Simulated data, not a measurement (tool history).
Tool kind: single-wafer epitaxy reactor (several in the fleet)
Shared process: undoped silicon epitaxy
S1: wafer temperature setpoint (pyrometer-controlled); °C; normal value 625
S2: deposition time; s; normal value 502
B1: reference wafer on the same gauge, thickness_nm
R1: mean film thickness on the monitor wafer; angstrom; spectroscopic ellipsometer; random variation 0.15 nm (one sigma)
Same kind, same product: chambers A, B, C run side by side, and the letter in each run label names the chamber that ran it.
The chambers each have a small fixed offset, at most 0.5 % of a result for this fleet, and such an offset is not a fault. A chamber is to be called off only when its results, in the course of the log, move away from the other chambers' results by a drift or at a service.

run   hour   S1   S2      B1      R1
 1A    4.2  625  502  48.707  480.03
 2C    8.9  625  502  48.717  479.99
 3B   17.3  625  502  48.698  485.07
 4C   24.9  625  502  48.742  478.08
 5B   33.2  625  502   48.69  481.74
 6A   38.5  625  502  48.726  478.72
 7B   44.4  625  502  48.692  481.22
 8C   49.4  625  502  48.704  477.51
 9A   56.7  625  502  48.743  476.72
10C   64.1  625  502  48.678  478.24
11B   69.2  615  409  48.697  312.02
12A   76.8  615  409  48.728  308.42
13B   83.6  615  409  48.708  312.05
14C     90  625  502  48.722  478.26
15A     94  625  502  48.749  476.53
16B  101.1  625  502  48.661  482.98
17A  109.6  625  502  48.709  473.29
18C  117.7  625  502  48.704  478.58
19A  125.6  625  502  48.732  474.03
20C  132.7  625  502  48.691  476.96
21B  140.7  625  502  48.652  483.26
22C  147.8  619  502  48.725  415.03

The same settings go to every chamber for the next run, one line per chamber below. Forecast the results for each:
23A   154  625  470       ?
23B   154  625  470       ?
23C   154  625  470       ?

run      R1
23A     438
23B  452.64
23C  447.76
